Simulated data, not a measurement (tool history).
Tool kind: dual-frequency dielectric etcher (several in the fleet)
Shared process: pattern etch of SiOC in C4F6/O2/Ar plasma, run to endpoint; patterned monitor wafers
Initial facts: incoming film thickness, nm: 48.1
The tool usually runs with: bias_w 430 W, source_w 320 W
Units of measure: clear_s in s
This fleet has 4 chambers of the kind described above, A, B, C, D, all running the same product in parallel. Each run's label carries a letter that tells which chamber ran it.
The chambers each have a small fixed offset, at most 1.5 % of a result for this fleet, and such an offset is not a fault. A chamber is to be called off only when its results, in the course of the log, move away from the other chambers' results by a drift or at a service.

Run 1D, hour 9.2: usual settings. Result: clear_s 18.406 s.
Run 2B, hour 20.6: usual settings. Result: clear_s 18.662 s.
Run 3A, hour 26.8: usual settings. Result: clear_s 18.397 s.
Run 4C, hour 36.6: usual settings. Result: clear_s 18.391 s.
Run 5B, hour 46.7: usual settings. Result: clear_s 18.446 s.
Run 6C, hour 60.1: usual settings. Result: clear_s 18.468 s.
Run 7A, hour 71.0: usual settings. Result: clear_s 18.361 s.
At hour 73.2: chamber B: wet clean of the chamber.
At hour 77.5: chamber A: wet clean of the chamber.
Run 8D, hour 83.5: usual settings. Result: clear_s 18.518 s.
Run 9A, hour 93.4: usual settings. Result: clear_s 18.382 s.
At hour 94.2: chamber C: wet clean of the chamber.
Run 10C, hour 102.0: usual settings. Result: clear_s 18.482 s.
Run 11B, hour 110.1: usual settings but bias_w 392 W. Result: clear_s 19.230 s.
Run 12D, hour 117.5: usual settings but bias_w 392 W. Result: clear_s 18.992 s.
Run 13C, hour 127.7: usual settings but bias_w 392 W. Result: clear_s 18.888 s.
Run 14B, hour 135.1: usual settings but bias_w 392 W. Result: clear_s 19.392 s.
Run 15A, hour 148.5: usual settings. Result: clear_s 18.292 s.
Run 16D, hour 155.1: usual settings. Result: clear_s 18.427 s.
Run 17A, hour 165.7: usual settings but bias_w 488 W. Result: clear_s 17.613 s.
Run 18B, hour 172.3: usual settings but bias_w 488 W. Result: clear_s 17.793 s.
Run 19D, hour 178.2: usual settings but bias_w 488 W. Result: clear_s 17.665 s.
At hour 180.1: chamber D: bias power generator calibrated.
Run 20C, hour 187.6: usual settings but bias_w 488 W. Result: clear_s 17.631 s.
Run 21C, hour 200.2: usual settings. Result: clear_s 18.390 s.
Run 22B, hour 207.2: usual settings. Result: clear_s 18.710 s.
Run 23A, hour 218.9: usual settings. Result: clear_s 18.651 s.
Run 24D, hour 229.6: usual settings. Result: clear_s 18.364 s.
At hour 233.1: chamber A: bias power generator calibrated.
Run 25B, hour 239.2: usual settings. Result: clear_s 18.632 s.
Run 26D, hour 251.4: usual settings. Result: clear_s 18.517 s.
Run 27A, hour 259.6: usual settings. Result: clear_s 18.457 s.
Run 28C, hour 272.7: usual settings. Result: clear_s 18.375 s.

Is one chamber off against the others, does the gauge drift, or is nothing wrong? If a chamber is off, say which, and what the likeliest cause is.

No chamber is off and the gauge is stable; the differences are just each chamber's small, constant offset.
